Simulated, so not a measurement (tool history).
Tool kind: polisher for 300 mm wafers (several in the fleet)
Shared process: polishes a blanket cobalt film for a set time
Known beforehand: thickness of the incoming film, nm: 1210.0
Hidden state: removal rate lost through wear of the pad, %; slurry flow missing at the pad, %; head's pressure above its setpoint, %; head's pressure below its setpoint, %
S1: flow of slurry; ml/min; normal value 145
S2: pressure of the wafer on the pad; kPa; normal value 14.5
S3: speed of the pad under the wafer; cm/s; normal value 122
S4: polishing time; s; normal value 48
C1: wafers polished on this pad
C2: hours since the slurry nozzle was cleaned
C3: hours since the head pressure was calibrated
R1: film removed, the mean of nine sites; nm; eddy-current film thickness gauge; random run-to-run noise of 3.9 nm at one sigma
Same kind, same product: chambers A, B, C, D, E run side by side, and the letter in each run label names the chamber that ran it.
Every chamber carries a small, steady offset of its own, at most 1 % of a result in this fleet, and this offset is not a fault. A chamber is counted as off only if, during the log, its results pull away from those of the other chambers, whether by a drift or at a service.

{"run": "1A", "hour": 4.4, "S1": 145, "S2": 14.5, "S3": 122, "S4": 48, "C1": 832, "C2": 251.1, "C3": 499.4, "R1": 331.25}
{"hour": 7.7, "done": "chamber A: worn pad replaced by a new one"}
{"run": "2E", "hour": 7.7, "S1": 145, "S2": 14.5, "S3": 122, "S4": 48, "C1": 272, "C2": 512.6, "C3": 1135.3, "R1": 337.75}
{"run": "3C", "hour": 12.8, "S1": 145, "S2": 14.5, "S3": 122, "S4": 48, "C1": 819, "C2": 73.2, "C3": 1027.6, "R1": 336.2}
{"run": "4D", "hour": 16.9, "S1": 145, "S2": 14.5, "S3": 122, "S4": 48, "C1": 397, "C2": 172.2, "C3": 239.9, "R1": 337.63}
{"run": "5B", "hour": 19.2, "S1": 145, "S2": 14.5, "S3": 122, "S4": 48, "C1": 357, "C2": 506.8, "C3": 468, "R1": 331.29}
{"run": "6C", "hour": 22.5, "S1": 145, "S2": 14.5, "S3": 122, "S4": 48, "C1": 958, "C2": 82.9, "C3": 1037.3, "R1": 328.83}
{"run": "7A", "hour": 26.0, "S1": 145, "S2": 14.5, "S3": 122, "S4": 48, "C1": 263, "C2": 272.7, "C3": 521, "R1": 338.62}
{"run": "8D", "hour": 29.0, "S1": 145, "S2": 14.5, "S3": 122, "S4": 48, "C1": 571, "C2": 184.3, "C3": 252, "R1": 328.69}
{"hour": 29.3, "done": "chamber D: worn pad replaced by a new one"}
{"run": "9E", "hour": 33.6, "S1": 145, "S2": 14.5, "S3": 122, "S4": 48, "C1": 644, "C2": 538.5, "C3": 1161.2, "R1": 337.58}
{"run": "10B", "hour": 36.7, "S1": 145, "S2": 14.5, "S3": 122, "S4": 48, "C1": 608, "C2": 524.3, "C3": 485.5, "R1": 335.63}
{"run": "11B", "hour": 39.9, "S1": 145, "S2": 14.5, "S3": 122, "S4": 48, "C1": 654, "C2": 527.5, "C3": 488.7, "R1": 333.62}
{"run": "12D", "hour": 43.9, "S1": 185, "S2": 18.6, "S3": 122, "S4": 48, "C1": 209, "C2": 199.2, "C3": 266.9, "R1": 440.24}
{"run": "13A", "hour": 46.8, "S1": 185, "S2": 18.6, "S3": 122, "S4": 48, "C1": 561, "C2": 293.5, "C3": 541.8, "R1": 446.43}
{"hour": 48.3, "done": "chamber B: slurry nozzle cleaned"}
{"run": "14E", "hour": 49.5, "S1": 185, "S2": 18.6, "S3": 122, "S4": 48, "C1": 872, "C2": 554.4, "C3": 1177.1, "R1": 446.81}
{"hour": 52.0, "done": "chamber E: worn pad replaced by a new one"}
{"run": "15C", "hour": 52.1, "S1": 185, "S2": 18.6, "S3": 122, "S4": 48, "C1": 1383, "C2": 112.5, "C3": 1066.9, "R1": 445.18}
{"run": "16C", "hour": 54.8, "S1": 185, "S2": 18.6, "S3": 122, "S4": 48, "C1": 1422, "C2": 115.2, "C3": 1069.6, "R1": 443.3}
{"run": "17B", "hour": 59.6, "S1": 100, "S2": 17.2, "S3": 122, "S4": 48, "C1": 937, "C2": 11.4, "C3": 508.4, "R1": 364.13}
{"run": "18D", "hour": 62.7, "S1": 100, "S2": 17.2, "S3": 122, "S4": 48, "C1": 479, "C2": 218, "C3": 285.7, "R1": 360.35}
{"run": "19A", "hour": 66.7, "S1": 100, "S2": 17.2, "S3": 122, "S4": 48, "C1": 847, "C2": 313.4, "C3": 561.7, "R1": 366.85}
{"run": "20E", "hour": 69.3, "S1": 100, "S2": 17.2, "S3": 122, "S4": 48, "C1": 248, "C2": 574.2, "C3": 1196.9, "R1": 363.52}
{"hour": 70.1, "done": "chamber D: worn pad replaced by a new one"}
{"run": "21B", "hour": 71.8, "S1": 100, "S2": 17.2, "S3": 122, "S4": 48, "C1": 1112, "C2": 23.6, "C3": 520.6, "R1": 363}
{"hour": 73.9, "done": "chamber A: worn pad replaced by a new one"}
{"hour": 73.9, "done": "chamber B: worn pad replaced by a new one"}
{"run": "22C", "hour": 74.3, "S1": 145, "S2": 14.5, "S3": 122, "S4": 48, "C1": 1702, "C2": 134.7, "C3": 1089.1, "R1": 326.89}
{"run": "23A", "hour": 78.8, "S1": 145, "S2": 14.5, "S3": 96, "S4": 61, "C1": 70, "C2": 325.5, "C3": 573.8, "R1": 328.18}
{"run": "24D", "hour": 82.0, "S1": 145, "S2": 14.5, "S3": 96, "S4": 61, "C1": 172, "C2": 237.3, "C3": 305, "R1": 332.13}
{"run": "25E", "hour": 87.0, "S1": 145, "S2": 14.5, "S3": 96, "S4": 61, "C1": 502, "C2": 591.9, "C3": 1214.6, "R1": 333.69}
{"run": "26C", "hour": 91.9, "S1": 145, "S2": 14.5, "S3": 96, "S4": 61, "C1": 1954, "C2": 152.3, "C3": 1106.7, "R1": 318.14}
{"run": "27B", "hour": 96.9, "S1": 145, "S2": 14.5, "S3": 96, "S4": 61, "C1": 331, "C2": 48.7, "C3": 545.7, "R1": 333.88}
{"run": "28A", "hour": 99.3, "S1": 145, "S2": 14.5, "S3": 122, "S4": 48, "C1": 364, "C2": 346, "C3": 594.3, "R1": 330.45}
{"run": "29D", "hour": 103.4, "S1": 145, "S2": 14.5, "S3": 122, "S4": 48, "C1": 479, "C2": 258.7, "C3": 326.4, "R1": 325.2}
{"hour": 104.4, "done": "chamber D: worn pad replaced by a new one"}
{"run": "30E", "hour": 107.7, "S1": 145, "S2": 14.5, "S3": 122, "S4": 48, "C1": 799, "C2": 612.6, "C3": 1235.3, "R1": 336.81}
{"run": "31C", "hour": 110.3, "S1": 145, "S2": 14.5, "S3": 122, "S4": 48, "C1": 2218, "C2": 170.7, "C3": 1125.1, "R1": 313.6}
{"hour": 112.1, "done": "chamber A: slurry nozzle cleaned"}
{"run": "32D", "hour": 113.7, "S1": 145, "S2": 14.5, "S3": 122, "S4": 48, "C1": 134, "C2": 269, "C3": 336.7, "R1": 323.89}
{"run": "33B", "hour": 118.3, "S1": 145, "S2": 14.5, "S3": 122, "S4": 48, "C1": 638, "C2": 70.1, "C3": 567.1, "R1": 340.51}
{"hour": 122.3, "done": "chamber E: worn pad replaced by a new one"}
{"run": "34E", "hour": 123.4, "S1": 145, "S2": 14.5, "S3": 122, "S4": 48, "C1": 15, "C2": 628.3, "C3": 1251, "R1": 332.77}
{"run": "35A", "hour": 127.1, "S1": 145, "S2": 14.5, "S3": 122, "S4": 48, "C1": 763, "C2": 15, "C3": 622.1, "R1": 335.53}
{"run": "36E", "hour": 131.8, "S1": 145, "S2": 14.5, "S3": 122, "S4": 48, "C1": 136, "C2": 636.7, "C3": 1259.4, "R1": 330.5}

Read the log: is a single chamber off, either drifting away or since a service, is the gauge that measures every chamber drifting, or is nothing wrong beyond small per-chamber offsets? Name any odd chamber and what most likely caused it.

Chamber C drifts away from the others.
Cause: removal rate lost through wear of the pad, % = 9.94.
With only this log, it may be confused with: slurry flow missing at the pad, %; head's pressure below its setpoint, %.

Below are 4 candidate recipes for chamber C's next run, each the usual settings with a change, their results shown as question marks. Which of them brings C's results back in line with what the other chambers give on the usual settings?
Counts as in line when no further than this from what the other chambers average on the usual settings: R1 14 nm
{"run": "37C-1", "hour": 135.5, "S1": 145, "S2": 13.1, "S3": 122, "S4": 44, "R1": "?"}
{"run": "37C-2", "hour": 135.5, "S1": 140, "S2": 13.1, "S3": 122, "S4": 48, "R1": "?"}
{"run": "37C-3", "hour": 135.5, "S1": 145, "S2": 15.9, "S3": 134, "S4": 48, "R1": "?"}
{"run": "37C-4", "hour": 135.5, "S1": 145, "S2": 15.2, "S3": 126, "S4": 49, "R1": "?"}

What the other chambers average on the usual settings: R1 331.67 nm
run=37C-1 R1=249.66
run=37C-2 R1=270.65
run=37C-3 R1=361.59
run=37C-4 R1=332.25
37C-4 is the one that brings the chamber's results back in line with the other chambers.
